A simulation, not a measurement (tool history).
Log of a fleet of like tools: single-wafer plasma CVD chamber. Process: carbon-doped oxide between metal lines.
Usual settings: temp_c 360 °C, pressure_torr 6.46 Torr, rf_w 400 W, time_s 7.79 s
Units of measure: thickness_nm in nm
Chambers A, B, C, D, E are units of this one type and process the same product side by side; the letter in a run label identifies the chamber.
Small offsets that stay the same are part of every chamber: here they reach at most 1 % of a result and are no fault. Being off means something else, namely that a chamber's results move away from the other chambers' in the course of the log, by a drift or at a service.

run   hour  temp_c  pressure_torr  rf_w  time_s  read-back reference wafer on the same gauge, thickness_nm  thickness_nm
 1E    8.4     360           6.46   400    7.79                                                     34.395        34.962
 2D   16.0     360           6.46   400    7.79                                                     34.449        35.484
 3A   22.9     360           6.46   400    7.79                                                     34.394        34.606
 4B   26.8     360           6.46   400    7.79                                                     34.385        34.811
      30.4  -- chamber A: thermocouple changed; heater temperature recalibrated
 5C   35.5     360           6.46   400    6.34                                                     34.391        28.538
 6C   41.8     360           6.46   400    6.34                                                     34.415        28.720
 7D   47.6     360           6.46   400    6.34                                                     34.424        28.667
 8E   51.8     360           6.46   400    6.34                                                     34.436        28.105
 9B   57.8     360           6.46   400    6.34                                                     34.462        28.350
10A   63.8     360           6.46   400    7.79                                                     34.455        34.633
11A   69.4     360           6.46   400    7.79                                                     34.367        34.672
12E   74.2     360           6.46   425    7.79                                                     34.422        36.416
13B   80.8     360           6.46   425    7.79                                                     34.358        36.419
14C   89.0     360           6.46   425    7.79                                                     34.392        36.484
15D   96.6     360           6.46   425    7.79                                                     34.445        36.701
16B  104.6     360           6.46   425    7.79                                                     34.364        36.343
17C  110.7     360           6.46   400    7.79                                                     34.438        35.019
18D  118.9     360           6.46   400    7.79                                                     34.436        35.079
19A  127.1     368           6.46   400    7.79                                                     34.415        33.864
20E  134.7     368           6.46   400    7.79                                                     34.401        34.228
21C  142.6     368           6.46   400    7.79                                                     34.385        34.414
22E  148.9     368           6.46   400    7.79                                                     34.374        34.322
23D  154.6     368           6.46   400    7.79                                                     34.451        34.459
24A  163.0     360           6.46   400    7.79                                                     34.374        34.431
25B  170.3     360           6.46   400    7.79                                                     34.373        34.875
     174.8  -- chamber B: RF generator calibrated
26D  177.3     360           7.97   400    7.79                                                     34.399        35.710
27B  185.8     360           7.97   400    7.79                                                     34.386        35.149
28E  191.8     360           7.97   400    7.79                                                     34.366        35.535
29A  197.0     360           7.97   400    7.79                                                     34.429        34.731
30C  205.5     360           7.97   400    7.79                                                     34.385        35.511
31C  213.1     360           6.46   400    7.79                                                     34.391        35.027
32A  219.9     360           6.46   400    7.79                                                     34.421        34.705
33E  228.0     360           6.46   400    7.79                                                     34.439        34.866
34B  233.0     360           6.46   400    7.79                                                     34.363        34.500

Decide between three cases: one chamber stands off from its peers, the gauge reading all wafers drifts, or nothing is wrong past each chamber's small offset. Where a chamber is off, say which and what most likely put it there.

All chambers stay in line apart from their small fixed offsets, and the gauge does not drift.
